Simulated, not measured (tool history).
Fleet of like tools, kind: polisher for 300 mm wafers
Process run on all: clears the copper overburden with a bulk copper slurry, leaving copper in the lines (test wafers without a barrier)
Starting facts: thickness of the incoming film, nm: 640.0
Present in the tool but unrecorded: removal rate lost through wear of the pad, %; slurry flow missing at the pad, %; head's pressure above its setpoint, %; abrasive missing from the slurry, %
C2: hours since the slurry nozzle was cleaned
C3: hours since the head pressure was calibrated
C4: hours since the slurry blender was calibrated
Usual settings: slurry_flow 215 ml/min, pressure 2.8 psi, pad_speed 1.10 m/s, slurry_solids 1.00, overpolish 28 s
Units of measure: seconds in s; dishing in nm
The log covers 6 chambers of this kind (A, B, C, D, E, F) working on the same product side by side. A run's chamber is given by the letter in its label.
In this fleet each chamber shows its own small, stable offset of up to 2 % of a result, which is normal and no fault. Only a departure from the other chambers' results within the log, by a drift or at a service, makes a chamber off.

{"run": "1E", "hour": 4.0, "slurry_flow": 215, "pressure": 2.8, "pad_speed": 1.1, "slurry_solids": 1.0, "overpolish": 28, "wafers polished on this pad": 349, "C2": 376.5, "C3": 967.7, "C4": 145.0, "seconds": 76.885, "dishing": 69.33}
{"run": "2F", "hour": 7.3, "slurry_flow": 215, "pressure": 2.8, "pad_speed": 1.1, "slurry_solids": 1.0, "overpolish": 28, "wafers polished on this pad": 823, "C2": 207.8, "C3": 1147.8, "C4": 134.6, "seconds": 76.583, "dishing": 69.454}
{"hour": 7.8, "done": "chamber F: worn pad replaced by a new one"}
{"run": "3C", "hour": 11.9, "slurry_flow": 215, "pressure": 2.8, "pad_speed": 1.1, "slurry_solids": 1.0, "overpolish": 28, "wafers polished on this pad": 148, "C2": 305.4, "C3": 414.0, "C4": 115.0, "seconds": 78.891, "dishing": 69.437}
{"run": "4D", "hour": 15.0, "slurry_flow": 215, "pressure": 2.8, "pad_speed": 1.1, "slurry_solids": 1.0, "overpolish": 28, "wafers polished on this pad": 890, "C2": 497.2, "C3": 650.3, "C4": 65.2, "seconds": 78.405, "dishing": 70.604}
{"run": "5B", "hour": 19.5, "slurry_flow": 215, "pressure": 3.6, "pad_speed": 0.76, "slurry_solids": 1.0, "overpolish": 28, "wafers polished on this pad": 890, "C2": 23.2, "C3": 403.0, "C4": 115.4, "seconds": 86.87, "dishing": 70.693}
{"run": "6A", "hour": 23.1, "slurry_flow": 215, "pressure": 3.6, "pad_speed": 0.76, "slurry_solids": 1.0, "overpolish": 28, "wafers polished on this pad": 467, "C2": 543.4, "C3": 729.7, "C4": 177.2, "seconds": 87.775, "dishing": 71.25}
{"run": "7B", "hour": 25.5, "slurry_flow": 215, "pressure": 3.6, "pad_speed": 0.76, "slurry_solids": 1.0, "overpolish": 28, "wafers polished on this pad": 939, "C2": 29.2, "C3": 409.0, "C4": 121.4, "seconds": 87.686, "dishing": 72.27}
{"run": "8A", "hour": 30.1, "slurry_flow": 215, "pressure": 3.6, "pad_speed": 0.76, "slurry_solids": 1.0, "overpolish": 28, "wafers polished on this pad": 523, "C2": 550.4, "C3": 736.7, "C4": 184.2, "seconds": 86.106, "dishing": 69.75}
{"run": "9E", "hour": 33.5, "slurry_flow": 215, "pressure": 3.6, "pad_speed": 0.76, "slurry_solids": 1.0, "overpolish": 28, "wafers polished on this pad": 588, "C2": 406.0, "C3": 997.2, "C4": 174.5, "seconds": 85.797, "dishing": 69.558}
{"run": "10C", "hour": 38.4, "slurry_flow": 215, "pressure": 3.6, "pad_speed": 0.76, "slurry_solids": 1.0, "overpolish": 28, "wafers polished on this pad": 364, "C2": 331.9, "C3": 440.5, "C4": 141.5, "seconds": 87.938, "dishing": 69.76}
{"run": "11D", "hour": 40.6, "slurry_flow": 215, "pressure": 2.8, "pad_speed": 1.1, "slurry_solids": 1.0, "overpolish": 28, "wafers polished on this pad": 1098, "C2": 522.8, "C3": 675.9, "C4": 90.8, "seconds": 78.214, "dishing": 70.54}
{"run": "12F", "hour": 44.0, "slurry_flow": 260, "pressure": 2.8, "pad_speed": 1.26, "slurry_solids": 1.0, "overpolish": 28, "wafers polished on this pad": 294, "C2": 244.5, "C3": 1184.5, "C4": 171.3, "seconds": 65.88, "dishing": 71.802}
{"run": "13A", "hour": 46.1, "slurry_flow": 260, "pressure": 2.8, "pad_speed": 1.26, "slurry_solids": 1.0, "overpolish": 28, "wafers polished on this pad": 653, "C2": 566.4, "C3": 752.7, "C4": 200.2, "seconds": 66.902, "dishing": 73.711}
{"hour": 49.0, "done": "chamber B: worn pad replaced by a new one"}
{"run": "14F", "hour": 49.7, "slurry_flow": 260, "pressure": 2.8, "pad_speed": 1.26, "slurry_solids": 1.0, "overpolish": 28, "wafers polished on this pad": 340, "C2": 250.2, "C3": 1190.2, "C4": 177.0, "seconds": 65.007, "dishing": 72.101}
{"run": "15E", "hour": 52.9, "slurry_flow": 260, "pressure": 2.8, "pad_speed": 1.26, "slurry_solids": 1.0, "overpolish": 28, "wafers polished on this pad": 746, "C2": 425.4, "C3": 1016.6, "C4": 193.9, "seconds": 66.155, "dishing": 69.899}
{"run": "16C", "hour": 56.1, "slurry_flow": 260, "pressure": 2.8, "pad_speed": 1.26, "slurry_solids": 1.0, "overpolish": 28, "wafers polished on this pad": 507, "C2": 349.6, "C3": 458.2, "C4": 159.2, "seconds": 67.772, "dishing": 73.199}
{"hour": 59.7, "done": "chamber D: slurry nozzle cleaned"}
{"run": "17D", "hour": 60.7, "slurry_flow": 260, "pressure": 2.8, "pad_speed": 1.26, "slurry_solids": 1.0, "overpolish": 28, "wafers polished on this pad": 1261, "C2": 1.1, "C3": 696.0, "C4": 110.9, "seconds": 66.15, "dishing": 74.303}
{"run": "18B", "hour": 63.2, "slurry_flow": 215, "pressure": 2.8, "pad_speed": 1.1, "slurry_solids": 1.0, "overpolish": 28, "wafers polished on this pad": 115, "C2": 66.9, "C3": 446.7, "C4": 159.1, "seconds": 76.939, "dishing": 73.941}
{"run": "19D", "hour": 67.7, "slurry_flow": 215, "pressure": 2.8, "pad_speed": 1.1, "slurry_solids": 1.0, "overpolish": 28, "wafers polished on this pad": 1318, "C2": 8.1, "C3": 703.0, "C4": 117.9, "seconds": 77.41, "dishing": 69.993}
{"hour": 70.8, "done": "chamber D: worn pad replaced by a new one"}
{"run": "20C", "hour": 72.4, "slurry_flow": 215, "pressure": 2.8, "pad_speed": 1.1, "slurry_solids": 1.0, "overpolish": 28, "wafers polished on this pad": 640, "C2": 365.9, "C3": 474.5, "C4": 175.5, "seconds": 79.17, "dishing": 70.221}
{"hour": 74.8, "done": "chamber A: slurry blender recalibrated"}
{"run": "21E", "hour": 77.3, "slurry_flow": 215, "pressure": 2.8, "pad_speed": 1.1, "slurry_solids": 1.0, "overpolish": 28, "wafers polished on this pad": 944, "C2": 449.8, "C3": 1041.0, "C4": 218.3, "seconds": 78.024, "dishing": 67.914}
{"run": "22B", "hour": 79.5, "slurry_flow": 215, "pressure": 2.8, "pad_speed": 1.1, "slurry_solids": 1.0, "overpolish": 28, "wafers polished on this pad": 248, "C2": 83.2, "C3": 463.0, "C4": 175.4, "seconds": 76.297, "dishing": 69.911}
{"run": "23A", "hour": 84.2, "slurry_flow": 215, "pressure": 2.8, "pad_speed": 1.1, "slurry_solids": 1.0, "overpolish": 28, "wafers polished on this pad": 963, "C2": 604.5, "C3": 790.8, "C4": 9.4, "seconds": 78.102, "dishing": 68.784}
{"hour": 89.0, "done": "chamber A: worn pad replaced by a new one"}
{"run": "24F", "hour": 89.0, "slurry_flow": 215, "pressure": 2.8, "pad_speed": 1.1, "slurry_solids": 1.0, "overpolish": 28, "wafers polished on this pad": 659, "C2": 289.5, "C3": 1229.5, "C4": 216.3, "seconds": 76.668, "dishing": 69.009}
{"run": "25A", "hour": 91.8, "slurry_flow": 215, "pressure": 2.8, "pad_speed": 1.1, "slurry_solids": 1.0, "overpolish": 28, "wafers polished on this pad": 22, "C2": 612.1, "C3": 798.4, "C4": 17.0, "seconds": 77.491, "dishing": 69.591}
{"run": "26E", "hour": 94.7, "slurry_flow": 215, "pressure": 2.8, "pad_speed": 1.1, "slurry_solids": 1.0, "overpolish": 28, "wafers polished on this pad": 1085, "C2": 467.2, "C3": 1058.4, "C4": 235.7, "seconds": 79.276, "dishing": 68.911}
{"hour": 95.0, "done": "chamber F: head pressure recalibrated"}
{"run": "27B", "hour": 98.4, "slurry_flow": 215, "pressure": 2.8, "pad_speed": 1.1, "slurry_solids": 1.0, "overpolish": 28, "wafers polished on this pad": 401, "C2": 102.1, "C3": 481.9, "C4": 194.3, "seconds": 77.88, "dishing": 71.55}
{"hour": 100.4, "done": "chamber F: worn pad replaced by a new one"}
{"run": "28F", "hour": 102.4, "slurry_flow": 215, "pressure": 2.8, "pad_speed": 1.1, "slurry_solids": 1.0, "overpolish": 28, "wafers polished on this pad": 16, "C2": 302.9, "C3": 7.4, "C4": 229.7, "seconds": 76.804, "dishing": 69.159}
{"run": "29D", "hour": 106.0, "slurry_flow": 215, "pressure": 2.8, "pad_speed": 1.1, "slurry_solids": 1.0, "overpolish": 28, "wafers polished on this pad": 286, "C2": 46.4, "C3": 741.3, "C4": 156.2, "seconds": 78.006, "dishing": 69.817}
{"run": "30C", "hour": 110.8, "slurry_flow": 215, "pressure": 2.8, "pad_speed": 1.1, "slurry_solids": 1.0, "overpolish": 28, "wafers polished on this pad": 952, "C2": 404.3, "C3": 512.9, "C4": 213.9, "seconds": 77.609, "dishing": 72.701}
{"hour": 112.6, "done": "chamber C: worn pad replaced by a new one"}
{"run": "31F", "hour": 113.2, "slurry_flow": 215, "pressure": 2.8, "pad_speed": 1.1, "slurry_solids": 1.0, "overpolish": 28, "wafers polished on this pad": 104, "C2": 313.7, "C3": 18.2, "C4": 240.5, "seconds": 77.828, "dishing": 69.063}
{"run": "32E", "hour": 116.6, "slurry_flow": 215, "pressure": 2.8, "pad_speed": 1.1, "slurry_solids": 1.0, "overpolish": 28, "wafers polished on this pad": 1263, "C2": 489.1, "C3": 1080.3, "C4": 257.6, "seconds": 79.464, "dishing": 69.984}
{"run": "33D", "hour": 119.7, "slurry_flow": 215, "pressure": 2.3, "pad_speed": 1.1, "slurry_solids": 0.85, "overpolish": 28, "wafers polished on this pad": 397, "C2": 60.1, "C3": 755.0, "C4": 169.9, "seconds": 98.511, "dishing": 62.831}
{"run": "34B", "hour": 122.9, "slurry_flow": 215, "pressure": 2.3, "pad_speed": 1.1, "slurry_solids": 0.85, "overpolish": 28, "wafers polished on this pad": 600, "C2": 126.6, "C3": 506.4, "C4": 218.8, "seconds": 97.639, "dishing": 60.735}
{"hour": 126.0, "done": "chamber B: head pressure recalibrated"}
{"run": "35C", "hour": 127.2, "slurry_flow": 215, "pressure": 2.3, "pad_speed": 1.1, "slurry_solids": 0.85, "overpolish": 28, "wafers polished on this pad": 118, "C2": 420.7, "C3": 529.3, "C4": 230.3, "seconds": 99.234, "dishing": 64.14}
{"run": "36A", "hour": 129.9, "slurry_flow": 215, "pressure": 2.3, "pad_speed": 1.1, "slurry_solids": 0.85, "overpolish": 28, "wafers polished on this pad": 332, "C2": 650.2, "C3": 836.5, "C4": 55.1, "seconds": 98.401, "dishing": 61.741}
{"run": "37D", "hour": 134.7, "slurry_flow": 215, "pressure": 2.3, "pad_speed": 1.1, "slurry_solids": 0.85, "overpolish": 28, "wafers polished on this pad": 519, "C2": 75.1, "C3": 770.0, "C4": 184.9, "seconds": 97.919, "dishing": 63.656}
{"hour": 136.7, "done": "chamber E: slurry nozzle cleaned"}
{"run": "38F", "hour": 138.6, "slurry_flow": 215, "pressure": 2.3, "pad_speed": 1.1, "slurry_solids": 0.85, "overpolish": 28, "wafers polished on this pad": 310, "C2": 339.1, "C3": 43.6, "C4": 265.9, "seconds": 97.998, "dishing": 62.265}
{"run": "39A", "hour": 141.7, "slurry_flow": 215, "pressure": 2.8, "pad_speed": 1.1, "slurry_solids": 1.0, "overpolish": 28, "wafers polished on this pad": 428, "C2": 662.0, "C3": 848.3, "C4": 66.9, "seconds": 76.803, "dishing": 72.328}
{"run": "40E", "hour": 145.5, "slurry_flow": 215, "pressure": 2.8, "pad_speed": 1.1, "slurry_solids": 1.0, "overpolish": 28, "wafers polished on this pad": 1498, "C2": 8.9, "C3": 1109.2, "C4": 286.5, "seconds": 81.134, "dishing": 68.34}
{"run": "41B", "hour": 148.3, "slurry_flow": 215, "pressure": 2.8, "pad_speed": 1.1, "slurry_solids": 1.0, "overpolish": 28, "wafers polished on this pad": 807, "C2": 152.0, "C3": 22.3, "C4": 244.2, "seconds": 77.477, "dishing": 69.712}
{"run": "42C", "hour": 153.3, "slurry_flow": 215, "pressure": 2.8, "pad_speed": 1.1, "slurry_solids": 1.0, "overpolish": 28, "wafers polished on this pad": 330, "C2": 446.8, "C3": 555.4, "C4": 256.4, "seconds": 78.853, "dishing": 69.509}
{"run": "43A", "hour": 156.7, "slurry_flow": 215, "pressure": 2.8, "pad_speed": 1.1, "slurry_solids": 1.0, "overpolish": 28, "wafers polished on this pad": 550, "C2": 677.0, "C3": 863.3, "C4": 81.9, "seconds": 76.765, "dishing": 70.545}
{"run": "44D", "hour": 160.2, "slurry_flow": 215, "pressure": 2.8, "pad_speed": 1.1, "slurry_solids": 1.0, "overpolish": 28, "wafers polished on this pad": 726, "C2": 100.6, "C3": 795.5, "C4": 210.4, "seconds": 77.564, "dishing": 70.063}

The same settings go to every chamber for the next run, one line per chamber below. Forecast the results for each:
{"run": "45A", "hour": 163.8, "slurry_flow": 215, "pressure": 2.8, "pad_speed": 1.1, "slurry_solids": 1.15, "overpolish": 28, "seconds": "?", "dishing": "?"}
{"run": "45B", "hour": 163.8, "slurry_flow": 215, "pressure": 2.8, "pad_speed": 1.1, "slurry_solids": 1.15, "overpolish": 28, "seconds": "?", "dishing": "?"}
{"run": "45C", "hour": 163.8, "slurry_flow": 215, "pressure": 2.8, "pad_speed": 1.1, "slurry_solids": 1.15, "overpolish": 28, "seconds": "?", "dishing": "?"}
{"run": "45D", "hour": 163.8, "slurry_flow": 215, "pressure": 2.8, "pad_speed": 1.1, "slurry_solids": 1.15, "overpolish": 28, "seconds": "?", "dishing": "?"}
{"run": "45E", "hour": 163.8, "slurry_flow": 215, "pressure": 2.8, "pad_speed": 1.1, "slurry_solids": 1.15, "overpolish": 28, "seconds": "?", "dishing": "?"}
{"run": "45F", "hour": 163.8, "slurry_flow": 215, "pressure": 2.8, "pad_speed": 1.1, "slurry_solids": 1.15, "overpolish": 28, "seconds": "?", "dishing": "?"}

run=45A seconds=75.474 dishing=73.186
run=45B seconds=75.688 dishing=68.785
run=45C seconds=75.641 dishing=70.382
run=45D seconds=75.036 dishing=67.574
run=45E seconds=80.657 dishing=68.131
run=45F seconds=75.064 dishing=70.552
